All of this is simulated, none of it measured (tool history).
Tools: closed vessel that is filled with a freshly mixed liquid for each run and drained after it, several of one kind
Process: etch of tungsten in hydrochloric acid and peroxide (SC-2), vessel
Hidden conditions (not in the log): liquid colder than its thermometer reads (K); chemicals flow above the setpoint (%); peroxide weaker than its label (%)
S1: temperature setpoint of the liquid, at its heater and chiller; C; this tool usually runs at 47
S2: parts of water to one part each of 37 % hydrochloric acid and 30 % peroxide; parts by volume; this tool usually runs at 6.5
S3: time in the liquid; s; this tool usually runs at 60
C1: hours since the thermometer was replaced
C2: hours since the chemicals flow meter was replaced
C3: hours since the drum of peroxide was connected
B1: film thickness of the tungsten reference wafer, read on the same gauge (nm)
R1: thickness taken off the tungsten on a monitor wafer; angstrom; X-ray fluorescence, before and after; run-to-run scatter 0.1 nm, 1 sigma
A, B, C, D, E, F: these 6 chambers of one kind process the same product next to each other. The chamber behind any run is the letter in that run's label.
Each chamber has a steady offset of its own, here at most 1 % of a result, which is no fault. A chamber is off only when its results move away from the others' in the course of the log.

Run 1B, hour 2.8: usual settings; C1 1931.4; C2 852.5; C3 475.4; B1 150. Result: R1 204.24 angstrom.
Run 2A, hour 4.9: usual settings; C1 2226.3; C2 877; C3 603.7; B1 150. Result: R1 205.49 angstrom.
Run 3E, hour 9: usual settings; C1 1530.7; C2 1282.9; C3 95.9; B1 150. Result: R1 205.91 angstrom.
Run 4C, hour 10.9: usual settings; C1 1930.6; C2 260.5; C3 111.9; B1 150. Result: R1 204.45 angstrom.
Run 5F, hour 13.3: usual settings; C1 846.4; C2 150.5; C3 497.8; B1 149.99. Result: R1 206.27 angstrom.
Run 6D, hour 15.5: usual settings; C1 54.2; C2 871.4; C3 483.4; B1 149.99. Result: R1 206.9 angstrom.
Run 7D, hour 18.3: usual settings but S2 4.5 parts by volume; C1 57; C2 874.2; C3 486.2; B1 150. Result: R1 269.18 angstrom.
Run 8F, hour 21.6: usual settings but S2 4.5 parts by volume; C1 854.7; C2 158.8; C3 506.1; B1 150.01. Result: R1 270.44 angstrom.
Run 9B, hour 24.5: usual settings but S2 4.5 parts by volume; C1 1953.1; C2 874.2; C3 497.1; B1 150.01. Result: R1 264.74 angstrom.
Run 10C, hour 27.3: usual settings but S2 4.5 parts by volume; C1 1947; C2 276.9; C3 128.3; B1 150. Result: R1 269.6 angstrom.
Run 11A, hour 30.2: usual settings but S2 4.5 parts by volume; C1 2251.6; C2 902.3; C3 629; B1 149.99. Result: R1 269.72 angstrom.
Run 12E, hour 34.2: usual settings but S2 4.5 parts by volume; C1 1555.9; C2 1308.1; C3 121.1; B1 150. Result: R1 269.6 angstrom.
Run 13E, hour 36.3: usual settings but S1 52.5 C, S2 8 parts by volume; C1 1558; C2 1310.2; C3 123.2; B1 149.99. Result: R1 251.87 angstrom.
Run 14D, hour 40.1: usual settings but S1 52.5 C, S2 8 parts by volume; C1 78.8; C2 896; C3 508; B1 150. Result: R1 251.61 angstrom.
Run 15B, hour 41.9: usual settings but S1 52.5 C, S2 8 parts by volume; C1 1970.5; C2 891.6; C3 514.5; B1 150. Result: R1 252.23 angstrom.
Run 16F, hour 45.1: usual settings but S1 52.5 C, S2 8 parts by volume; C1 878.2; C2 182.3; C3 529.6; B1 150. Result: R1 250.16 angstrom.
Run 17A, hour 47.6: usual settings but S1 52.5 C, S2 8 parts by volume; C1 2269; C2 919.7; C3 646.4; B1 150. Result: R1 251.85 angstrom.
Run 18C, hour 50.2: usual settings but S1 52.5 C, S2 8 parts by volume; C1 1969.9; C2 299.8; C3 151.2; B1 149.98. Result: R1 256.09 angstrom.
Run 19B, hour 54.2: usual settings; C1 1982.8; C2 903.9; C3 526.8; B1 150.01. Result: R1 205.3 angstrom.
Run 20C, hour 58.2: usual settings; C1 1977.9; C2 307.8; C3 159.2; B1 149.99. Result: R1 209.52 angstrom.
Run 21E, hour 60.3: usual settings; C1 1582; C2 1334.2; C3 147.2; B1 150. Result: R1 206.11 angstrom.
Run 22F, hour 63.5: usual settings; C1 896.6; C2 200.7; C3 548; B1 149.99. Result: R1 206.09 angstrom.
Run 23D, hour 67.4: usual settings; C1 106.1; C2 923.3; C3 535.3; B1 150. Result: R1 206.06 angstrom.
Run 24A, hour 70.2: usual settings; C1 2291.6; C2 942.3; C3 669; B1 150. Result: R1 204.7 angstrom.
Run 25B, hour 74.4: usual settings; C1 2003; C2 924.1; C3 547; B1 150.01. Result: R1 205.7 angstrom.
Run 26D, hour 78.4: usual settings; C1 117.1; C2 934.3; C3 546.3; B1 150.01. Result: R1 204.91 angstrom.
Run 27A, hour 80.3: usual settings; C1 2301.7; C2 952.4; C3 679.1; B1 149.99. Result: R1 204.77 angstrom.
Run 28E, hour 82.8: usual settings; C1 1604.5; C2 1356.7; C3 169.7; B1 150.01. Result: R1 207.47 angstrom.
Run 29F, hour 86: usual settings; C1 919.1; C2 223.2; C3 570.5; B1 150.01. Result: R1 205.87 angstrom.
At hour 87.3: chamber C: thermometer replaced.
Run 30C, hour 89.5: usual settings; C1 2.2; C2 339.1; C3 190.5; B1 150. Result: R1 216.95 angstrom.
Run 31E, hour 91.5: usual settings; C1 1613.2; C2 1365.4; C3 178.4; B1 150.01. Result: R1 204.96 angstrom.
Run 32D, hour 95.3: usual settings; C1 134; C2 951.2; C3 563.2; B1 150. Result: R1 206.2 angstrom.
Run 33F, hour 98.8: usual settings; C1 931.9; C2 236; C3 583.3; B1 150.01. Result: R1 204.73 angstrom.
Run 34B, hour 101: usual settings; C1 2029.6; C2 950.7; C3 573.6; B1 149.99. Result: R1 203.4 angstrom.
Run 35A, hour 103: usual settings; C1 2324.4; C2 975.1; C3 701.8; B1 150.01. Result: R1 205.74 angstrom.
Run 36C, hour 107.1: usual settings; C1 19.8; C2 356.7; C3 208.1; B1 150.01. Result: R1 217.98 angstrom.
Run 37C, hour 110.6: usual settings; C1 23.3; C2 360.2; C3 211.6; B1 150.01. Result: R1 219.24 angstrom.
Run 38B, hour 113.1: usual settings; C1 2041.7; C2 962.8; C3 585.7; B1 149.99. Result: R1 204.68 angstrom.
Run 39D, hour 117: usual settings; C1 155.7; C2 972.9; C3 584.9; B1 150.02. Result: R1 204.58 angstrom.
Run 40F, hour 119.7: usual settings; C1 952.8; C2 256.9; C3 604.2; B1 149.98. Result: R1 206.74 angstrom.
Run 41A, hour 123.4: usual settings; C1 2344.8; C2 995.5; C3 722.2; B1 149.99. Result: R1 205 angstrom.

Is one chamber off against the others, does the gauge drift, or is nothing wrong? If a chamber is off, say which, and what the likeliest cause is.

One chamber, C, drifts off from the rest bit by bit.
What lies behind it: chemicals flow above the setpoint (%) = 9.79.

Which of the 4 candidates below, each the usual settings with something changed and its results left as question marks, puts chamber C back in line with what the other chambers give on the usual settings?
Maximum distance from the other chambers' mean on the usual settings for a result to count as in line: R1 3.6 angstrom
Run 42C-1, hour 126.4: usual settings but S1 46 C. Result: R1 ?.
Run 42C-2, hour 126.4: usual settings but S3 65 s. Result: R1 ?.
Run 42C-3, hour 126.4: usual settings but S1 46.5 C. Result: R1 ?.
Run 42C-4, hour 126.4: usual settings but S1 47.5 C. Result: R1 ?.

Usual-settings mean across the other chambers: R1 205.47 angstrom
  run      R1
42C-1  207.01
42C-2  239.91
42C-3  214.19
42C-4  228.94
It is 42C-1 that realigns the chamber with its peers.
